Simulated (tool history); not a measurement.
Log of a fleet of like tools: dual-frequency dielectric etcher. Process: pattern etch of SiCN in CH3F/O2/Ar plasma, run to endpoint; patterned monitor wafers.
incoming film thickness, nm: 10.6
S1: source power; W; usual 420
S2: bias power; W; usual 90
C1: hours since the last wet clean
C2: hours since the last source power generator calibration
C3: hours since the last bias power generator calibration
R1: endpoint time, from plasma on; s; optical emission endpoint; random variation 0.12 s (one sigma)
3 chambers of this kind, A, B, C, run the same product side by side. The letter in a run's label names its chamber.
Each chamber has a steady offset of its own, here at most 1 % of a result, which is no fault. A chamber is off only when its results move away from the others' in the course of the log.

{"run": "1C", "hour": 6.1, "S1": 420, "S2": 90, "C1": 311.7, "C2": 665.7, "C3": 1361.4, "R1": 25.745}
{"run": "2B", "hour": 12.8, "S1": 420, "S2": 90, "C1": 215.8, "C2": 283.2, "C3": 1526.1, "R1": 25.403}
{"run": "3A", "hour": 18.2, "S1": 420, "S2": 90, "C1": 89.0, "C2": 341.4, "C3": 2437.0, "R1": 25.407}
{"run": "4A", "hour": 26.7, "S1": 420, "S2": 90, "C1": 97.5, "C2": 349.9, "C3": 2445.5, "R1": 25.321}
{"run": "5B", "hour": 34.7, "S1": 420, "S2": 90, "C1": 237.7, "C2": 305.1, "C3": 1548.0, "R1": 25.626}
{"run": "6C", "hour": 42.1, "S1": 420, "S2": 109, "C1": 347.7, "C2": 701.7, "C3": 1397.4, "R1": 24.035}
{"run": "7C", "hour": 52.0, "S1": 420, "S2": 109, "C1": 357.6, "C2": 711.6, "C3": 1407.3, "R1": 23.749}
{"run": "8B", "hour": 60.8, "S1": 420, "S2": 109, "C1": 263.8, "C2": 331.2, "C3": 1574.1, "R1": 23.668}
{"hour": 63.6, "done": "chamber C: wet clean of the chamber"}
{"run": "9A", "hour": 69.1, "S1": 420, "S2": 90, "C1": 139.9, "C2": 392.3, "C3": 2487.9, "R1": 25.651}
{"run": "10B", "hour": 79.8, "S1": 420, "S2": 90, "C1": 282.8, "C2": 350.2, "C3": 1593.1, "R1": 25.735}
{"run": "11A", "hour": 85.6, "S1": 420, "S2": 90, "C1": 156.4, "C2": 408.8, "C3": 2504.4, "R1": 25.494}
{"run": "12C", "hour": 93.1, "S1": 420, "S2": 90, "C1": 29.6, "C2": 752.7, "C3": 1448.4, "R1": 25.684}
{"run": "13A", "hour": 103.6, "S1": 420, "S2": 90, "C1": 174.4, "C2": 426.8, "C3": 2522.4, "R1": 25.35}
{"run": "14C", "hour": 109.6, "S1": 480, "S2": 101, "C1": 46.1, "C2": 769.2, "C3": 1464.9, "R1": 23.438}
{"run": "15B", "hour": 118.2, "S1": 480, "S2": 101, "C1": 321.2, "C2": 388.6, "C3": 1631.5, "R1": 23.615}
{"run": "16C", "hour": 128.8, "S1": 480, "S2": 101, "C1": 65.3, "C2": 788.4, "C3": 1484.1, "R1": 23.378}
{"run": "17B", "hour": 135.2, "S1": 420, "S2": 90, "C1": 338.2, "C2": 405.6, "C3": 1648.5, "R1": 25.924}
{"run": "18A", "hour": 143.1, "S1": 420, "S2": 90, "C1": 213.9, "C2": 466.3, "C3": 2561.9, "R1": 25.352}
{"run": "19B", "hour": 149.4, "S1": 420, "S2": 90, "C1": 352.4, "C2": 419.8, "C3": 1662.7, "R1": 26.07}
{"run": "20C", "hour": 159.6, "S1": 420, "S2": 90, "C1": 96.1, "C2": 819.2, "C3": 1514.9, "R1": 25.589}
{"run": "21A", "hour": 165.0, "S1": 420, "S2": 90, "C1": 235.8, "C2": 488.2, "C3": 2583.8, "R1": 25.391}
{"run": "22A", "hour": 171.3, "S1": 360, "S2": 75, "C1": 242.1, "C2": 494.5, "C3": 2590.1, "R1": 28.927}
{"run": "23B", "hour": 179.6, "S1": 360, "S2": 75, "C1": 382.6, "C2": 450.0, "C3": 1692.9, "R1": 30.494}
{"run": "24C", "hour": 184.8, "S1": 360, "S2": 75, "C1": 121.3, "C2": 844.4, "C3": 1540.1, "R1": 29.069}
{"run": "25C", "hour": 193.4, "S1": 470, "S2": 90, "C1": 129.9, "C2": 853.0, "C3": 1548.7, "R1": 24.476}
{"run": "26A", "hour": 201.9, "S1": 470, "S2": 90, "C1": 272.7, "C2": 525.1, "C3": 2620.7, "R1": 24.358}

Is one chamber off against the others, does the gauge drift, or is nothing wrong? If a chamber is off, say which, and what the likeliest cause is.

Chamber B drifts away from the others.
Cause: etch rate under this chamber's usual, % = 5.43.

Here are 4 candidates for chamber B's next run, each the usual settings with a change, their results left as question marks. Which one brings its results back in line with what the others give on the usual settings?
In line means no further than this from the other chambers' mean on the usual settings: R1 0.430 s
{"run": "27B-1", "hour": 209.6, "S1": 420, "S2": 77, "R1": "?"}
{"run": "27B-2", "hour": 209.6, "S1": 480, "S2": 103, "R1": "?"}
{"run": "27B-3", "hour": 209.6, "S1": 320, "S2": 90, "R1": "?"}
{"run": "27B-4", "hour": 209.6, "S1": 480, "S2": 90, "R1": "?"}

The other chambers' mean on the usual settings: R1 25.565 s
run=27B-1 R1=28.487
run=27B-2 R1=24.361
run=27B-3 R1=29.699
run=27B-4 R1=25.619
27B-4 brings the chamber back in line.
